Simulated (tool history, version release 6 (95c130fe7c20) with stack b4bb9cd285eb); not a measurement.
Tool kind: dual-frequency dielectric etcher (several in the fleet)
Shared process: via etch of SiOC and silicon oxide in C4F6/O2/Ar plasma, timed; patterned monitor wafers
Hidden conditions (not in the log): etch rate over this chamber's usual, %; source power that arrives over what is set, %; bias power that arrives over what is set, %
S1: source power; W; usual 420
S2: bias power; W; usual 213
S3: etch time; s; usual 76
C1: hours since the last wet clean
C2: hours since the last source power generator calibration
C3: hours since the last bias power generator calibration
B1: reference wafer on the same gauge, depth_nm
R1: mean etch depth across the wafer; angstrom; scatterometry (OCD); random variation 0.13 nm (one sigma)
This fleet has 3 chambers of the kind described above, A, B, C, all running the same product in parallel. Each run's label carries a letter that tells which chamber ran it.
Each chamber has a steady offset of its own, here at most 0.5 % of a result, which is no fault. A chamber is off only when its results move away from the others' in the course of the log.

run   hour   S1   S2  S3     C1      C2      C3      B1      R1
 1A    5.0  420  213  76  179.5  1070.3  2463.2  103.67  925.35
 2B   11.9  420  213  76   90.1  1702.8  3971.3  103.63  928.84
 3C   17.2  420  213  76  101.1  2940.9  2864.1  103.66  919.95
 4B   21.9  420  213  76  100.1  1712.8  3981.3  103.58  929.21
 5A   31.6  420  213  76  206.1  1096.9  2489.8  103.59  924.47
 6C   39.5  420  213  76  123.4  2963.2  2886.4  103.53  917.43
 7C   47.2  420  213  76  131.1  2970.9  2894.1  103.53  918.34
 8A   51.7  470  184  76  226.2  1117.0  2509.9  103.51  922.18
 9B   60.4  470  184  76  138.6  1751.3  4019.8  103.49  921.13
10C   69.3  470  184  76  153.2  2993.0  2916.2  103.44  911.81
11A   75.4  420  213  76  249.9  1140.7  2533.6  103.43  925.52
12B   84.1  420  213  76  162.3  1775.0  4043.5  103.37  928.05
13C   91.6  420  213  76  175.5  3015.3  2938.5  103.37  918.39
14A   97.4  510  213  68  271.9  1162.7  2555.6  103.28  889.66
15B  104.5  510  213  68  182.7  1795.4  4063.9  103.29  893.89
16B  111.2  510  213  68  189.4  1802.1  4070.6  103.29  892.72
     116.9  -- chamber A: bias power generator calibrated
17A  120.6  420  213  76  295.1  1185.9     3.8  103.24  922.79
18C  129.3  420  213  76  213.2  3053.0  2976.2  103.23  917.09
19C  136.5  420  213  76  220.4  3060.2  2983.4  103.15  918.26
20A  141.6  420  213  76  316.1  1206.9    24.8  103.16  920.61
21B  151.6  420  213  76  229.8  1842.5  4111.0  103.12  925.26

Is one chamber off against the others, does the gauge drift, or is nothing wrong? If a chamber is off, say which, and what the likeliest cause is.

The shared gauge is drifting. All chambers look as if they move in step, but none is off.
What lies behind it: gauge reads low (%) = 0.581.
